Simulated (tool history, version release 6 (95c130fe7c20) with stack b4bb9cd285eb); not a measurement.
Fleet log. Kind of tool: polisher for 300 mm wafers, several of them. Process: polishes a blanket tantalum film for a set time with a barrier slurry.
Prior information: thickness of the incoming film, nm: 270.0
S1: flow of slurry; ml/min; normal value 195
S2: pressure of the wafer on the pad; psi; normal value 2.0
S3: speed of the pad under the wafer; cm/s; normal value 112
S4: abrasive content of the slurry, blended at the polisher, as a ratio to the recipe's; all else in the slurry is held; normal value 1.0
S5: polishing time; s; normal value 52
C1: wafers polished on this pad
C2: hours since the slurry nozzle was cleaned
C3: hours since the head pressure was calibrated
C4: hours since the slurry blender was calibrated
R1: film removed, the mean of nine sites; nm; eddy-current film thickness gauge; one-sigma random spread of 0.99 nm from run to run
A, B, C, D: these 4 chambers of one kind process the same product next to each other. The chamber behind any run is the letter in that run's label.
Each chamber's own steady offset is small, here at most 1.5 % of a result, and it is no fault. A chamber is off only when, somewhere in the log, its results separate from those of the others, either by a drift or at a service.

| run | hour | S1 | S2 | S3 | S4 | S5 | C1 | C2 | C3 | C4 | R1 |
|---|---|---|---|---|---|---|---|---|---|---|---|
| 1A | 5.4 | 195 | 2.0 | 112 | 1.0 | 52 | 651 | 782.4 | 263.5 | 74.8 | 112.230 |
| 2B | 10.7 | 195 | 2.0 | 112 | 1.0 | 52 | 1085 | 627.0 | 15.0 | 224.0 | 112.760 |
| 3C | 17.0 | 195 | 2.0 | 112 | 1.0 | 52 | 321 | 211.8 | 693.4 | 242.9 | 111.540 |
| 4D | 21.2 | 195 | 2.0 | 112 | 1.0 | 52 | 511 | 441.5 | 336.7 | 101.0 | 112.090 |
| 5A | 27.9 | 195 | 2.0 | 112 | 1.0 | 52 | 943 | 804.9 | 286.0 | 97.3 | 112.170 |
|  | 29.7 | chamber C: slurry blender recalibrated |
|  | 30.3 | chamber B: worn pad replaced by a new one |
| 6D | 35.3 | 195 | 2.0 | 112 | 1.0 | 52 | 694 | 455.6 | 350.8 | 115.1 | 111.200 |
| 7B | 40.9 | 195 | 2.0 | 112 | 1.0 | 52 | 137 | 657.2 | 45.2 | 254.2 | 113.430 |
|  | 46.0 | chamber A: worn pad replaced by a new one |
| 8C | 46.1 | 195 | 2.0 | 144 | 0.9 | 52 | 697 | 240.9 | 722.5 | 16.5 | 137.790 |
|  | 46.6 | chamber D: worn pad replaced by a new one |
| 9D | 49.3 | 195 | 2.0 | 144 | 0.9 | 52 | 35 | 469.6 | 364.8 | 129.1 | 138.190 |
|  | 53.0 | chamber A: slurry nozzle cleaned |
|  | 55.3 | chamber A: head pressure recalibrated |
| 10C | 56.5 | 195 | 2.0 | 144 | 0.9 | 52 | 832 | 251.3 | 732.9 | 26.9 | 139.840 |
| 11B | 62.1 | 195 | 2.0 | 144 | 0.9 | 52 | 412 | 678.4 | 66.4 | 275.4 | 140.970 |
|  | 63.4 | chamber D: slurry blender recalibrated |
| 12A | 65.5 | 195 | 2.0 | 112 | 1.0 | 52 | 253 | 12.6 | 10.2 | 134.9 | 112.120 |
|  | 70.8 | chamber B: slurry blender recalibrated |
| 13A | 72.7 | 195 | 2.0 | 112 | 1.0 | 52 | 346 | 19.8 | 17.4 | 142.1 | 112.410 |
| 14C | 78.7 | 195 | 2.0 | 112 | 1.0 | 52 | 1119 | 273.5 | 755.1 | 49.1 | 111.270 |
|  | 83.6 | chamber C: worn pad replaced by a new one |
| 15D | 83.6 | 195 | 2.0 | 112 | 1.0 | 52 | 479 | 503.9 | 399.1 | 20.3 | 110.040 |
| 16B | 90.9 | 195 | 2.0 | 112 | 1.0 | 52 | 784 | 707.2 | 95.2 | 20.2 | 112.180 |
| 17D | 95.2 | 195 | 1.8 | 112 | 1.0 | 52 | 629 | 515.5 | 410.7 | 31.9 | 100.480 |
| 18A | 99.1 | 195 | 1.8 | 112 | 1.0 | 52 | 688 | 46.2 | 43.8 | 168.5 | 100.840 |
|  | 101.0 | chamber D: worn pad replaced by a new one |
| 19C | 102.5 | 195 | 1.8 | 112 | 1.0 | 52 | 245 | 297.3 | 778.9 | 72.9 | 101.910 |
| 20B | 109.8 | 195 | 1.8 | 112 | 1.0 | 52 | 1029 | 726.1 | 114.1 | 39.1 | 100.980 |
| 21C | 113.9 | 195 | 2.0 | 74 | 1.0 | 61 | 392 | 308.7 | 790.3 | 84.3 | 85.678 |
| 22B | 117.7 | 195 | 2.0 | 74 | 1.0 | 61 | 1131 | 734.0 | 122.0 | 47.0 | 85.697 |
| 23D | 121.9 | 195 | 2.0 | 74 | 1.0 | 61 | 270 | 542.2 | 437.4 | 58.6 | 86.572 |
| 24A | 128.8 | 195 | 2.0 | 74 | 1.0 | 61 | 1072 | 75.9 | 73.5 | 198.2 | 86.803 |
| 25B | 135.8 | 195 | 2.0 | 112 | 1.0 | 52 | 1365 | 752.1 | 140.1 | 65.1 | 112.440 |
|  | 136.9 | chamber A: worn pad replaced by a new one |
| 26D | 142.5 | 195 | 2.0 | 112 | 1.0 | 52 | 537 | 562.8 | 458.0 | 79.2 | 111.360 |
|  | 143.1 | chamber B: worn pad replaced by a new one |
| 27C | 149.7 | 195 | 2.0 | 112 | 1.0 | 52 | 856 | 344.5 | 826.1 | 120.1 | 112.930 |
| 28A | 156.8 | 195 | 2.0 | 112 | 1.0 | 52 | 258 | 103.9 | 101.5 | 226.2 | 112.820 |
|  | 157.7 | chamber D: worn pad replaced by a new one |
| 29A | 164.0 | 195 | 2.0 | 112 | 1.0 | 52 | 351 | 111.1 | 108.7 | 233.4 | 112.520 |
| 30B | 167.4 | 195 | 2.0 | 112 | 1.0 | 64 | 315 | 783.7 | 171.7 | 96.7 | 139.380 |
| 31C | 171.7 | 195 | 2.0 | 112 | 1.0 | 64 | 1140 | 366.5 | 848.1 | 142.1 | 138.120 |
|  | 174.3 | chamber C: worn pad replaced by a new one |
| 32D | 175.1 | 195 | 2.0 | 112 | 1.0 | 64 | 226 | 595.4 | 490.6 | 111.8 | 136.910 |
| 33D | 180.7 | 195 | 2.0 | 112 | 1.0 | 64 | 298 | 601.0 | 496.2 | 117.4 | 137.750 |
| 34B | 186.8 | 195 | 2.0 | 112 | 1.0 | 52 | 566 | 803.1 | 191.1 | 116.1 | 113.350 |
| 35C | 191.1 | 195 | 2.0 | 112 | 1.0 | 52 | 218 | 385.9 | 867.5 | 161.5 | 112.810 |
| 36A | 197.3 | 135 | 2.0 | 112 | 1.0 | 66 | 782 | 144.4 | 142.0 | 266.7 | 135.750 |

For the next run the whole fleet of 4 chambers uses the same settings. Give each chamber's results:
| 37A | 202.6 | 195 | 2.0 | 112 | 1.0 | 52 |  |  |  |  | ? |
| 37B | 202.6 | 195 | 2.0 | 112 | 1.0 | 52 |  |  |  |  | ? |
| 37C | 202.6 | 195 | 2.0 | 112 | 1.0 | 52 |  |  |  |  | ? |
| 37D | 202.6 | 195 | 2.0 | 112 | 1.0 | 52 |  |  |  |  | ? |

| run | R1 |
|---|---|
| 37A | 110.980 |
| 37B | 110.250 |
| 37C | 111.570 |
| 37D | 112.460 |
